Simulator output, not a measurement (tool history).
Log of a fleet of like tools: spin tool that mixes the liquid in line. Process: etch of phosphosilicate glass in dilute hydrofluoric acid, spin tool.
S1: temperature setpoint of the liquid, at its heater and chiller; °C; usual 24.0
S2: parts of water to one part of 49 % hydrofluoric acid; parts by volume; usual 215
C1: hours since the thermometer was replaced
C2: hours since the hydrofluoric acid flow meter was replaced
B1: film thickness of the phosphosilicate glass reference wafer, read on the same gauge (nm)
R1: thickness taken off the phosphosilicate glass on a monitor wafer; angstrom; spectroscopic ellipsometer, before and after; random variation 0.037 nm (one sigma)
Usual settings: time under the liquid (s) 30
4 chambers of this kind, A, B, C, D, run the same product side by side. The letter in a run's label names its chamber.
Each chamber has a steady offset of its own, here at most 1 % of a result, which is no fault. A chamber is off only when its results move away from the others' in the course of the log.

{"run": "1A", "day": 0.367, "S1": 24.0, "S2": 215, "time under the liquid (s)": 30, "C1": 57.5, "C2": 329.5, "B1": 149.96, "R1": 75.169}
{"run": "2B", "day": 0.629, "S1": 24.0, "S2": 215, "time under the liquid (s)": 30, "C1": 446.0, "C2": 180.5, "B1": 150.02, "R1": 74.925}
{"run": "3C", "day": 0.929, "S1": 24.0, "S2": 215, "time under the liquid (s)": 30, "C1": 23.3, "C2": 598.0, "B1": 150.03, "R1": 74.585}
{"run": "4D", "day": 1.412, "S1": 24.0, "S2": 215, "time under the liquid (s)": 30, "C1": 551.3, "C2": 550.7, "B1": 149.99, "R1": 74.16}
{"run": "5C", "day": 1.896, "S1": 24.0, "S2": 215, "time under the liquid (s)": 30, "C1": 46.5, "C2": 621.2, "B1": 150.01, "R1": 74.444}
{"run": "6A", "day": 2.25, "S1": 24.0, "S2": 215, "time under the liquid (s)": 30, "C1": 102.7, "C2": 374.7, "B1": 149.99, "R1": 75.468}
{"run": "7D", "day": 2.738, "S1": 24.0, "S2": 215, "time under the liquid (s)": 45, "C1": 583.1, "C2": 582.5, "B1": 150.02, "R1": 110.84}
{"run": "8B", "day": 3.321, "S1": 24.0, "S2": 215, "time under the liquid (s)": 45, "C1": 510.6, "C2": 245.1, "B1": 149.98, "R1": 111.19}
{"day": 3.421, "done": "chamber C: hydrofluoric acid flow meter replaced"}
{"run": "9C", "day": 3.775, "S1": 24.0, "S2": 215, "time under the liquid (s)": 45, "C1": 91.6, "C2": 8.5, "B1": 150.01, "R1": 112.04}
{"run": "10A", "day": 4.125, "S1": 24.0, "S2": 215, "time under the liquid (s)": 45, "C1": 147.7, "C2": 419.7, "B1": 149.99, "R1": 111.99}
{"run": "11B", "day": 4.571, "S1": 24.0, "S2": 215, "time under the liquid (s)": 30, "C1": 540.6, "C2": 275.1, "B1": 150.0, "R1": 74.001}
{"run": "12D", "day": 5.062, "S1": 24.0, "S2": 215, "time under the liquid (s)": 30, "C1": 638.9, "C2": 638.3, "B1": 150.0, "R1": 74.079}
{"run": "13A", "day": 5.433, "S1": 24.0, "S2": 215, "time under the liquid (s)": 30, "C1": 179.1, "C2": 451.1, "B1": 150.0, "R1": 74.253}
{"run": "14D", "day": 5.704, "S1": 24.0, "S2": 215, "time under the liquid (s)": 30, "C1": 654.3, "C2": 653.7, "B1": 150.01, "R1": 75.045}
{"run": "15C", "day": 6.0, "S1": 24.0, "S2": 215, "time under the liquid (s)": 30, "C1": 145.0, "C2": 61.9, "B1": 150.0, "R1": 74.976}
{"run": "16B", "day": 6.458, "S1": 24.0, "S2": 215, "time under the liquid (s)": 30, "C1": 585.9, "C2": 320.4, "B1": 149.99, "R1": 74.37}
{"run": "17D", "day": 6.95, "S1": 24.0, "S2": 215, "time under the liquid (s)": 30, "C1": 684.2, "C2": 683.6, "B1": 150.01, "R1": 74.706}
{"run": "18C", "day": 7.212, "S1": 24.0, "S2": 215, "time under the liquid (s)": 30, "C1": 174.1, "C2": 91.0, "B1": 150.0, "R1": 75.503}
{"run": "19A", "day": 7.617, "S1": 24.0, "S2": 215, "time under the liquid (s)": 30, "C1": 231.5, "C2": 503.5, "B1": 149.98, "R1": 75.008}
{"run": "20B", "day": 7.992, "S1": 24.0, "S2": 120, "time under the liquid (s)": 15, "C1": 622.7, "C2": 357.2, "B1": 150.0, "R1": 74.873}
{"run": "21A", "day": 8.3, "S1": 24.0, "S2": 120, "time under the liquid (s)": 15, "C1": 247.9, "C2": 519.9, "B1": 150.01, "R1": 75.541}
{"run": "22D", "day": 8.729, "S1": 24.0, "S2": 120, "time under the liquid (s)": 15, "C1": 726.9, "C2": 726.3, "B1": 149.97, "R1": 74.274}
{"run": "23B", "day": 9.238, "S1": 24.0, "S2": 120, "time under the liquid (s)": 15, "C1": 652.6, "C2": 387.1, "B1": 150.04, "R1": 74.464}
{"run": "24C", "day": 9.717, "S1": 26.5, "S2": 215, "time under the liquid (s)": 20, "C1": 234.2, "C2": 151.1, "B1": 150.0, "R1": 54.684}
{"day": 9.738, "done": "chamber A: hydrofluoric acid flow meter replaced"}
{"run": "25B", "day": 10.25, "S1": 26.5, "S2": 215, "time under the liquid (s)": 20, "C1": 676.9, "C2": 411.4, "B1": 150.02, "R1": 54.391}
{"run": "26C", "day": 10.758, "S1": 26.5, "S2": 215, "time under the liquid (s)": 20, "C1": 259.2, "C2": 176.1, "B1": 149.97, "R1": 54.462}
{"run": "27D", "day": 11.088, "S1": 26.5, "S2": 215, "time under the liquid (s)": 20, "C1": 783.5, "C2": 782.9, "B1": 149.99, "R1": 54.23}
{"run": "28A", "day": 11.571, "S1": 24.0, "S2": 215, "time under the liquid (s)": 30, "C1": 326.4, "C2": 44.1, "B1": 150.01, "R1": 74.671}
{"run": "29D", "day": 12.088, "S1": 24.0, "S2": 215, "time under the liquid (s)": 30, "C1": 807.5, "C2": 806.9, "B1": 150.01, "R1": 74.498}
{"run": "30B", "day": 12.404, "S1": 24.0, "S2": 215, "time under the liquid (s)": 20, "C1": 728.6, "C2": 463.1, "B1": 150.0, "R1": 49.682}
{"run": "31C", "day": 12.883, "S1": 24.0, "S2": 215, "time under the liquid (s)": 20, "C1": 310.2, "C2": 227.1, "B1": 150.01, "R1": 49.751}
{"run": "32A", "day": 13.142, "S1": 24.0, "S2": 215, "time under the liquid (s)": 20, "C1": 364.1, "C2": 81.8, "B1": 150.02, "R1": 50.088}

All 4 chambers run these settings next. Forecast each chamber's results:
{"run": "33A", "day": 13.562, "S1": 24.0, "S2": 315, "time under the liquid (s)": 30, "R1": "?"}
{"run": "33B", "day": 13.562, "S1": 24.0, "S2": 315, "time under the liquid (s)": 30, "R1": "?"}
{"run": "33C", "day": 13.562, "S1": 24.0, "S2": 315, "time under the liquid (s)": 30, "R1": "?"}
{"run": "33D", "day": 13.562, "S1": 24.0, "S2": 315, "time under the liquid (s)": 30, "R1": "?"}

run=33A R1=46.045
run=33B R1=45.873
run=33C R1=46.297
run=33D R1=46.484
